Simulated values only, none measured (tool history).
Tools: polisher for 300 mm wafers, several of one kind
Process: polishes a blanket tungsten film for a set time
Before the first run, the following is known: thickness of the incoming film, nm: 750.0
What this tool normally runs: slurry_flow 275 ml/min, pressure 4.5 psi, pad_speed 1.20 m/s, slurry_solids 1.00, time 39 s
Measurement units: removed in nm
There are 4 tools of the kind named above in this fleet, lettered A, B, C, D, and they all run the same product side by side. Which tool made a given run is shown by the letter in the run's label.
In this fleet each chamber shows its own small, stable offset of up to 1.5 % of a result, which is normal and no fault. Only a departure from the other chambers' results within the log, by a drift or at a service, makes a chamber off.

run	day	slurry_flow	pressure	pad_speed	slurry_solids	time	removed
# day 0.017: chamber D: slurry tank refilled with fresh slurry and peroxide
# day 0.067: chamber B: slurry blender recalibrated
1C	0.396	275	4.5	1.20	1.00	39	239.48
# day 0.658: chamber C: slurry blender recalibrated
2B	0.708	275	4.5	1.20	1.00	39	246.81
# day 1.033: chamber A: slurry blender recalibrated
3A	1.112	275	4.5	1.20	1.00	39	238.14
# day 1.167: chamber C: slurry nozzle cleaned
4D	1.604	275	4.5	1.20	1.00	39	235.43
# day 1.908: chamber A: worn pad replaced by a new one
# day 2.100: chamber D: worn pad replaced by a new one
# day 2.104: chamber B: worn pad replaced by a new one
5D	2.167	275	4.5	1.20	1.00	39	242.03
# day 2.371: chamber B: head pressure recalibrated
6C	2.454	275	4.5	1.20	1.00	39	237.19
# day 2.667: chamber C: worn pad replaced by a new one
7A	2.967	275	4.5	1.20	1.00	39	239.51
8B	3.396	275	4.5	1.20	1.00	39	245.23
# day 3.596: chamber C: slurry tank refilled with fresh slurry and peroxide
9B	3.796	275	4.5	0.86	1.00	39	173.26
10A	4.225	275	4.5	0.86	1.00	39	171.62
11D	4.667	275	4.5	0.86	1.00	39	171.84
# day 4.758: chamber A: worn pad replaced by a new one
# day 4.975: chamber B: slurry nozzle cleaned
12C	5.046	275	4.5	0.86	1.00	39	173.52
# day 5.117: chamber D: worn pad replaced by a new one
# day 5.267: chamber B: worn pad replaced by a new one
# day 5.512: chamber C: worn pad replaced by a new one
13B	5.554	275	4.5	1.20	1.00	39	243.10
# day 5.646: chamber A: slurry tank refilled with fresh slurry and peroxide
# day 5.875: chamber A: slurry blender recalibrated
14A	6.008	275	4.5	1.20	1.00	39	237.20
15C	6.592	275	4.5	1.20	1.00	39	242.98
# day 6.904: chamber D: slurry tank refilled with fresh slurry and peroxide
16D	6.975	275	4.5	1.20	1.00	39	240.07
17A	7.454	275	4.5	1.20	1.00	39	246.41
# day 7.462: chamber A: worn pad replaced by a new one
# day 7.858: chamber C: slurry tank refilled with fresh slurry and peroxide
# day 7.938: chamber B: worn pad replaced by a new one
18C	7.988	275	4.5	1.20	1.00	39	237.97
# day 8.108: chamber B: slurry blender recalibrated
# day 8.129: chamber D: worn pad replaced by a new one
# day 8.300: chamber C: worn pad replaced by a new one
19D	8.567	275	3.1	1.20	1.30	39	170.39
20B	9.167	275	3.1	1.20	1.30	39	171.07
# day 9.429: chamber D: slurry nozzle cleaned
21A	9.767	275	3.1	1.20	1.30	39	175.55
22B	10.083	275	3.1	1.20	1.30	39	170.30
# day 10.204: chamber A: worn pad replaced by a new one
# day 10.375: chamber C: slurry nozzle cleaned
23D	10.408	275	4.5	1.20	1.00	39	237.54
# day 10.692: chamber A: slurry nozzle cleaned
# day 10.771: chamber A: slurry blender recalibrated
# day 10.779: chamber B: worn pad replaced by a new one
24C	10.900	275	4.5	1.20	1.00	39	240.76
# day 10.962: chamber D: worn pad replaced by a new one
# day 11.238: chamber C: worn pad replaced by a new one
25A	11.458	275	4.5	1.20	1.00	39	237.39
26B	11.746	275	4.5	1.20	1.00	39	224.40
# day 11.792: chamber A: slurry tank refilled with fresh slurry and peroxide
27D	12.142	275	4.5	1.20	1.00	39	235.84
# day 12.150: chamber C: slurry tank refilled with fresh slurry and peroxide
28C	12.558	275	4.5	1.20	1.00	39	239.78
# day 12.754: chamber A: worn pad replaced by a new one
29B	13.129	275	4.5	1.20	1.00	39	219.56
30A	13.654	275	4.5	1.20	1.00	39	243.59
31C	13.954	275	4.5	1.20	1.00	39	244.08

All chambers now run identical settings, listed one chamber a line with results as question marks. What results will each chamber show?
32A	14.392	275	4.5	1.20	1.25	39	?
32B	14.392	275	4.5	1.20	1.25	39	?
32C	14.392	275	4.5	1.20	1.25	39	?
32D	14.392	275	4.5	1.20	1.25	39	?

run	removed
32A	252.81
32B	229.64
32C	250.64
32D	251.75
